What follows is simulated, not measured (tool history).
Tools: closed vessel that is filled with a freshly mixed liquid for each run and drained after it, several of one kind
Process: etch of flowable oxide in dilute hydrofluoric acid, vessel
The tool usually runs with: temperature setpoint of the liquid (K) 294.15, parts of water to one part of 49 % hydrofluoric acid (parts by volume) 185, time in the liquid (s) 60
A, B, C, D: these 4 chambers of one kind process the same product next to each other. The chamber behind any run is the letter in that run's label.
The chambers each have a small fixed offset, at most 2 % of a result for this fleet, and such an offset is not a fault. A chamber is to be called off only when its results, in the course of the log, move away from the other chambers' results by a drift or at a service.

| run | hour | temperature setpoint of the liquid (K) | parts of water to one part of 49 % hydrofluoric acid (parts by volume) | time in the liquid (s) | read-back film thickness of the flowable oxide reference wafer, read on the same gauge (nm) | thickness taken off the flowable oxide on a monitor wafer (nm) |
|---|---|---|---|---|---|---|
| 1A | 6.2 | 294.15 | 185 | 60 | 100 | 16.438 |
| 2C | 15.8 | 294.15 | 185 | 60 | 99.975 | 16.744 |
| 3D | 23.1 | 294.15 | 185 | 60 | 100 | 16.347 |
| 4B | 32.9 | 294.15 | 185 | 60 | 99.996 | 16.606 |
| 5B | 42.1 | 290.15 | 185 | 40 | 100 | 9.4646 |
| 6D | 54.5 | 290.15 | 185 | 40 | 99.97 | 9.2597 |
| 7C | 64.8 | 290.15 | 185 | 40 | 100.02 | 9.5108 |
| 8A | 74.2 | 290.15 | 185 | 40 | 100.03 | 9.3241 |
| 9B | 85.1 | 294.15 | 185 | 60 | 100 | 16.59 |
| 10D | 98.2 | 294.15 | 185 | 60 | 100.01 | 16.368 |
| 11A | 111.1 | 294.15 | 185 | 60 | 99.998 | 16.568 |
| 12C | 118 | 294.15 | 185 | 60 | 100.02 | 16.657 |
| 13D | 127.7 | 294.15 | 185 | 60 | 99.985 | 16.485 |
| 14B | 138.1 | 294.15 | 185 | 60 | 100.01 | 16.614 |
| 15C | 145.9 | 290.65 | 185 | 60 | 100 | 14.66 |
| 16A | 156.1 | 290.65 | 185 | 60 | 99.978 | 14.425 |
| 17D | 163 | 290.65 | 185 | 60 | 100 | 14.188 |
| 18A | 170.7 | 290.65 | 185 | 60 | 100 | 14.329 |
| 19B | 180 | 294.15 | 185 | 60 | 100 | 16.52 |
| 20C | 191 | 294.15 | 185 | 60 | 99.999 | 16.561 |
| 21C | 200.7 | 294.15 | 185 | 60 | 99.988 | 16.765 |
| 22A | 210.6 | 294.15 | 185 | 45 | 100.03 | 12.351 |
| 23D | 218.2 | 294.15 | 185 | 45 | 99.987 | 12.381 |
| 24B | 228.1 | 294.15 | 185 | 45 | 100.01 | 12.169 |
| 25C | 235.6 | 294.15 | 185 | 45 | 99.976 | 12.557 |
| 26B | 248.1 | 294.15 | 185 | 60 | 100.01 | 16.224 |
| 27A | 261 | 294.15 | 185 | 60 | 100.01 | 16.433 |
| 28D | 267.3 | 294.15 | 185 | 60 | 99.999 | 16.492 |
| 29B | 274.6 | 294.15 | 185 | 60 | 100.01 | 16.006 |
| 30C | 286.7 | 294.15 | 185 | 60 | 99.994 | 16.751 |
| 31A | 293.8 | 294.15 | 185 | 60 | 99.994 | 16.458 |
| 32D | 306.3 | 294.15 | 185 | 60 | 99.99 | 16.294 |
| 33D | 319.4 | 294.15 | 185 | 60 | 100 | 16.373 |
| 34A | 330.7 | 294.15 | 185 | 60 | 100.01 | 16.494 |
| 35B | 339.4 | 294.15 | 185 | 60 | 99.985 | 15.821 |
|  | 345.3 | chamber A: thermometer replaced |
| 36C | 345.4 | 294.15 | 185 | 60 | 100 | 16.772 |
| 37D | 355.3 | 294.15 | 185 | 90 | 99.967 | 24.647 |
| 38B | 361.2 | 294.15 | 185 | 90 | 100.01 | 23.601 |
| 39A | 367.9 | 294.15 | 185 | 90 | 100.05 | 24.53 |
| 40C | 374 | 294.15 | 185 | 90 | 100 | 25.157 |

Read the log: is a single chamber off, either drifting away or since a service, is the gauge that measures every chamber drifting, or is nothing wrong beyond small per-chamber offsets? Name any odd chamber and what most likely caused it.

Chamber B drifts away from the others.
Likeliest cause: hydrofluoric acid flow below the setpoint (%) = 4.99.
Not necessarily distinguishable in this log from: liquid colder than its thermometer reads (K).

Here are 4 candidates for chamber B's next run, each the usual settings with a change, their results left as question marks. Which one brings its results back in line with what the others give on the usual settings?
A result is in line if it is within this distance of the other chambers' mean on the usual settings: thickness taken off the flowable oxide on a monitor wafer (nm) 0.26
| 41B-1 | 383.9 | 294.15 | 180 | 60 |  | ? |
| 41B-2 | 383.9 | 295.65 | 185 | 60 |  | ? |
| 41B-3 | 383.9 | 294.15 | 195 | 60 |  | ? |
| 41B-4 | 383.9 | 294.15 | 190 | 60 |  | ? |

What the other chambers average on the usual settings: thickness taken off the flowable oxide on a monitor wafer (nm) 16.54
| run | thickness taken off the flowable oxide on a monitor wafer (nm) |
|---|---|
| 41B-1 | 16.083 |
| 41B-2 | 16.48 |
| 41B-3 | 14.63 |
| 41B-4 | 15.089 |
41B-2 is the one that brings the chamber's results back in line with the other chambers.

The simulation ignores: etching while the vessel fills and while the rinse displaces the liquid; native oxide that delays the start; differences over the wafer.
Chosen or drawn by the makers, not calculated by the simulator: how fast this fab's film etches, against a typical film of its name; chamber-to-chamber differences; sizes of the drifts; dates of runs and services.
